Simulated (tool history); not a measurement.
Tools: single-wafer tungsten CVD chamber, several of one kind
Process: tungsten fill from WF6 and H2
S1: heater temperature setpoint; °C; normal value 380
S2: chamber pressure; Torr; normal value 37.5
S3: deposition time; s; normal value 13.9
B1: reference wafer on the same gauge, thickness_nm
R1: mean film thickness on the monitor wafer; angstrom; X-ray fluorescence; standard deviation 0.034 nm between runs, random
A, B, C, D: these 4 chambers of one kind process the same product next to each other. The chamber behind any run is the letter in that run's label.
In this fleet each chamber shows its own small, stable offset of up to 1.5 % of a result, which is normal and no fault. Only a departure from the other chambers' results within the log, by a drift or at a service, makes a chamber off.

run   hour   S1    S2    S3      B1      R1
 1A    7.9  380  37.5  13.9  26.594  302.59
 2D   17.7  380  37.5  13.9  26.594  299.71
 3B   25.8  380  37.5  13.9  26.588  302.54
 4C   33.3  380  37.5  13.9  26.587  302.70
 5C   41.4  390  37.5  15.2  26.587  402.19
 6A   48.5  390  37.5  15.2  26.580  402.68
 7D   53.7  390  37.5  15.2  26.574  398.51
      57.7  -- chamber D: capacitance manometer re-zeroed and calibrated
 8B   63.5  390  37.5  15.2  26.564  402.69
 9A   70.0  380  37.5  13.9  26.570  302.23
10B   76.2  380  37.5  13.9  26.564  302.49
11D   84.6  380  37.5  13.9  26.562  299.59
12C   91.1  380  37.5  13.9  26.555  302.24
13A   97.1  380  37.5  13.9  26.551  302.42
14B  101.9  380  37.5  13.9  26.560  301.18
15D  111.2  380  37.5  13.9  26.543  299.63
16C  120.3  380  37.5  13.9  26.542  301.78
17B  124.9  380  37.5  13.9  26.542  301.46
18A  133.6  380  37.5  13.9  26.536  302.37
19C  142.2  387  37.5  13.9  26.535  347.02
20D  152.1  387  37.5  13.9  26.523  343.22
21D  159.9  387  37.5  13.9  26.531  342.95
22B  166.1  387  37.5  13.9  26.524  347.02
23A  173.0  380  37.5  13.9  26.517  302.35
24C  177.9  380  37.5  13.9  26.515  301.46
25C  186.7  380  37.5  13.9  26.506  301.30
26A  194.8  380  37.5  13.9  26.511  301.79
27B  202.5  380  37.5  13.9  26.512  300.75
28D  209.0  380  37.5  13.9  26.510  298.46
29C  215.9  380  37.5  13.9  26.499  301.70
30A  223.7  380  37.5  13.9  26.503  301.77
31D  231.1  380  37.5  13.9  26.486  298.33
32B  238.3  380  37.5  13.9  26.490  300.78
33D  244.7  380  37.5  13.9  26.492  298.35
34A  249.8  380  37.5  13.9  26.484  301.58
35B  254.3  380  37.5  13.9  26.485  300.87
     257.1  -- chamber C: capacitance manometer re-zeroed and calibrated
36C  258.8  380  37.5  13.9  26.471  300.51

Decide between three cases: one chamber stands off from its peers, the gauge reading all wafers drifts, or nothing is wrong past each chamber's small offset. Where a chamber is off, say which and what most likely put it there.

It is the gauge, not a chamber: its drift shows up in every chamber's results at once, and no chamber is off.
What lies behind it: gauge reads low (%) = 0.465.
